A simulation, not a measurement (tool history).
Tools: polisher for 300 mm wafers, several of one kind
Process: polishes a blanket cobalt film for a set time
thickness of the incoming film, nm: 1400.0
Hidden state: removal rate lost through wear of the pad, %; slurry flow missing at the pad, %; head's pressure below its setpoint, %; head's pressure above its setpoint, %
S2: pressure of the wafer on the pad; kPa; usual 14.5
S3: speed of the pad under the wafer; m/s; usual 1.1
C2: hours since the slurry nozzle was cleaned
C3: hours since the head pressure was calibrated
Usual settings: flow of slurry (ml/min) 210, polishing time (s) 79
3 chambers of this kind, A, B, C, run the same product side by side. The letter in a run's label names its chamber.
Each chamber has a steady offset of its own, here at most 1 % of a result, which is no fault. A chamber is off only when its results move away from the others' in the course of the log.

{"run": "1A", "hour": 8.2, "flow of slurry (ml/min)": 210, "S2": 14.5, "S3": 1.1, "polishing time (s)": 79, "wafers polished on this pad": 516, "C2": 36.6, "C3": 335.9, "film removed (nm)": 445.58}
{"hour": 9.5, "done": "chamber C: worn pad replaced by a new one"}
{"run": "2B", "hour": 14.2, "flow of slurry (ml/min)": 210, "S2": 14.5, "S3": 1.1, "polishing time (s)": 79, "wafers polished on this pad": 287, "C2": 161.8, "C3": 357, "film removed (nm)": 456.09}
{"run": "3C", "hour": 22.4, "flow of slurry (ml/min)": 210, "S2": 14.5, "S3": 1.1, "polishing time (s)": 79, "wafers polished on this pad": 134, "C2": 67.1, "C3": 251.2, "film removed (nm)": 466.59}
{"run": "4A", "hour": 26.5, "flow of slurry (ml/min)": 210, "S2": 14.5, "S3": 1.1, "polishing time (s)": 79, "wafers polished on this pad": 706, "C2": 54.9, "C3": 354.2, "film removed (nm)": 457.12}
{"run": "5C", "hour": 34.7, "flow of slurry (ml/min)": 210, "S2": 14.5, "S3": 1.1, "polishing time (s)": 79, "wafers polished on this pad": 262, "C2": 79.4, "C3": 263.5, "film removed (nm)": 462.04}
{"run": "6B", "hour": 40.1, "flow of slurry (ml/min)": 210, "S2": 14.5, "S3": 1.1, "polishing time (s)": 79, "wafers polished on this pad": 556, "C2": 187.7, "C3": 382.9, "film removed (nm)": 461.78}
{"run": "7A", "hour": 48.6, "flow of slurry (ml/min)": 210, "S2": 14.5, "S3": 1.1, "polishing time (s)": 79, "wafers polished on this pad": 936, "C2": 77, "C3": 376.3, "film removed (nm)": 456.85}
{"run": "8C", "hour": 54.2, "flow of slurry (ml/min)": 210, "S2": 14.5, "S3": 1.1, "polishing time (s)": 79, "wafers polished on this pad": 464, "C2": 98.9, "C3": 283, "film removed (nm)": 455.85}
{"run": "9B", "hour": 59.2, "flow of slurry (ml/min)": 210, "S2": 14.5, "S3": 1.1, "polishing time (s)": 79, "wafers polished on this pad": 754, "C2": 206.8, "C3": 402, "film removed (nm)": 468.99}
{"run": "10B", "hour": 65.4, "flow of slurry (ml/min)": 210, "S2": 14.5, "S3": 1.1, "polishing time (s)": 79, "wafers polished on this pad": 818, "C2": 213, "C3": 408.2, "film removed (nm)": 457.71}
{"hour": 69.7, "done": "chamber C: worn pad replaced by a new one"}
{"run": "11C", "hour": 70.8, "flow of slurry (ml/min)": 210, "S2": 14.5, "S3": 1.1, "polishing time (s)": 79, "wafers polished on this pad": 12, "C2": 115.5, "C3": 299.6, "film removed (nm)": 461.09}
{"run": "12A", "hour": 76.5, "flow of slurry (ml/min)": 210, "S2": 14.5, "S3": 1.1, "polishing time (s)": 79, "wafers polished on this pad": 1225, "C2": 104.9, "C3": 404.2, "film removed (nm)": 449.35}
{"run": "13C", "hour": 83.9, "flow of slurry (ml/min)": 210, "S2": 14.5, "S3": 1.1, "polishing time (s)": 79, "wafers polished on this pad": 148, "C2": 128.6, "C3": 312.7, "film removed (nm)": 464.19}
{"run": "14B", "hour": 92.6, "flow of slurry (ml/min)": 210, "S2": 14.5, "S3": 1.1, "polishing time (s)": 79, "wafers polished on this pad": 1100, "C2": 240.2, "C3": 435.4, "film removed (nm)": 461.87}
{"run": "15A", "hour": 96.8, "flow of slurry (ml/min)": 210, "S2": 14.5, "S3": 1.1, "polishing time (s)": 79, "wafers polished on this pad": 1436, "C2": 125.2, "C3": 424.5, "film removed (nm)": 454.12}
{"run": "16C", "hour": 102.3, "flow of slurry (ml/min)": 280, "S2": 14.5, "S3": 1.3, "polishing time (s)": 79, "wafers polished on this pad": 339, "C2": 147, "C3": 331.1, "film removed (nm)": 565.54}
{"run": "17B", "hour": 106.9, "flow of slurry (ml/min)": 280, "S2": 14.5, "S3": 1.3, "polishing time (s)": 79, "wafers polished on this pad": 1249, "C2": 254.5, "C3": 449.7, "film removed (nm)": 558.84}
{"run": "18A", "hour": 113.3, "flow of slurry (ml/min)": 280, "S2": 14.5, "S3": 1.3, "polishing time (s)": 79, "wafers polished on this pad": 1607, "C2": 141.7, "C3": 441, "film removed (nm)": 539.25}
{"hour": 116.5, "done": "chamber B: worn pad replaced by a new one"}
{"run": "19B", "hour": 121.7, "flow of slurry (ml/min)": 150, "S2": 14.5, "S3": 1.1, "polishing time (s)": 79, "wafers polished on this pad": 54, "C2": 269.3, "C3": 464.5, "film removed (nm)": 436.19}
{"run": "20A", "hour": 130.6, "flow of slurry (ml/min)": 150, "S2": 14.5, "S3": 1.1, "polishing time (s)": 79, "wafers polished on this pad": 1786, "C2": 159, "C3": 458.3, "film removed (nm)": 413.17}
{"run": "21C", "hour": 138.8, "flow of slurry (ml/min)": 150, "S2": 14.5, "S3": 1.1, "polishing time (s)": 79, "wafers polished on this pad": 717, "C2": 183.5, "C3": 367.6, "film removed (nm)": 439.01}
{"run": "22C", "hour": 144.0, "flow of slurry (ml/min)": 210, "S2": 14.5, "S3": 1.1, "polishing time (s)": 79, "wafers polished on this pad": 771, "C2": 188.7, "C3": 372.8, "film removed (nm)": 453.54}
{"hour": 145.0, "done": "chamber C: worn pad replaced by a new one"}
{"run": "23A", "hour": 148.2, "flow of slurry (ml/min)": 210, "S2": 14.5, "S3": 1.1, "polishing time (s)": 79, "wafers polished on this pad": 1969, "C2": 176.6, "C3": 475.9, "film removed (nm)": 426.43}
{"run": "24B", "hour": 152.6, "flow of slurry (ml/min)": 210, "S2": 14.5, "S3": 1.26, "polishing time (s)": 98, "wafers polished on this pad": 375, "C2": 300.2, "C3": 495.4, "film removed (nm)": 652.63}
{"run": "25C", "hour": 160.5, "flow of slurry (ml/min)": 210, "S2": 14.5, "S3": 1.26, "polishing time (s)": 98, "wafers polished on this pad": 161, "C2": 205.2, "C3": 389.3, "film removed (nm)": 650.9}
{"run": "26B", "hour": 164.5, "flow of slurry (ml/min)": 210, "S2": 14.5, "S3": 1.26, "polishing time (s)": 98, "wafers polished on this pad": 498, "C2": 312.1, "C3": 507.3, "film removed (nm)": 655.41}
{"run": "27A", "hour": 171.7, "flow of slurry (ml/min)": 210, "S2": 14.5, "S3": 1.1, "polishing time (s)": 79, "wafers polished on this pad": 2213, "C2": 200.1, "C3": 499.4, "film removed (nm)": 423.1}
{"run": "28C", "hour": 180.5, "flow of slurry (ml/min)": 210, "S2": 14.5, "S3": 1.1, "polishing time (s)": 79, "wafers polished on this pad": 369, "C2": 225.2, "C3": 409.3, "film removed (nm)": 452.66}
{"run": "29B", "hour": 186.4, "flow of slurry (ml/min)": 210, "S2": 14.5, "S3": 1.1, "polishing time (s)": 79, "wafers polished on this pad": 725, "C2": 334, "C3": 529.2, "film removed (nm)": 468.67}
{"run": "30A", "hour": 190.3, "flow of slurry (ml/min)": 210, "S2": 14.5, "S3": 1.1, "polishing time (s)": 79, "wafers polished on this pad": 2406, "C2": 218.7, "C3": 518, "film removed (nm)": 404.84}
{"run": "31A", "hour": 198.0, "flow of slurry (ml/min)": 210, "S2": 14.5, "S3": 1.1, "polishing time (s)": 79, "wafers polished on this pad": 2486, "C2": 226.4, "C3": 525.7, "film removed (nm)": 407.17}
{"run": "32B", "hour": 206.0, "flow of slurry (ml/min)": 210, "S2": 14.5, "S3": 1.1, "polishing time (s)": 79, "wafers polished on this pad": 929, "C2": 353.6, "C3": 548.8, "film removed (nm)": 460.32}
{"run": "33C", "hour": 214.0, "flow of slurry (ml/min)": 210, "S2": 14.5, "S3": 1.1, "polishing time (s)": 79, "wafers polished on this pad": 716, "C2": 258.7, "C3": 442.8, "film removed (nm)": 465.13}

Next, every chamber runs the same settings. What will each give?
{"run": "34A", "hour": 220.4, "flow of slurry (ml/min)": 210, "S2": 14.5, "S3": 1.1, "polishing time (s)": 79, "film removed (nm)": "?"}
{"run": "34B", "hour": 220.4, "flow of slurry (ml/min)": 210, "S2": 14.5, "S3": 1.1, "polishing time (s)": 79, "film removed (nm)": "?"}
{"run": "34C", "hour": 220.4, "flow of slurry (ml/min)": 210, "S2": 14.5, "S3": 1.1, "polishing time (s)": 79, "film removed (nm)": "?"}

run=34A film_removed_(nm)=404.87
run=34B film_removed_(nm)=467.28
run=34C film_removed_(nm)=457.31

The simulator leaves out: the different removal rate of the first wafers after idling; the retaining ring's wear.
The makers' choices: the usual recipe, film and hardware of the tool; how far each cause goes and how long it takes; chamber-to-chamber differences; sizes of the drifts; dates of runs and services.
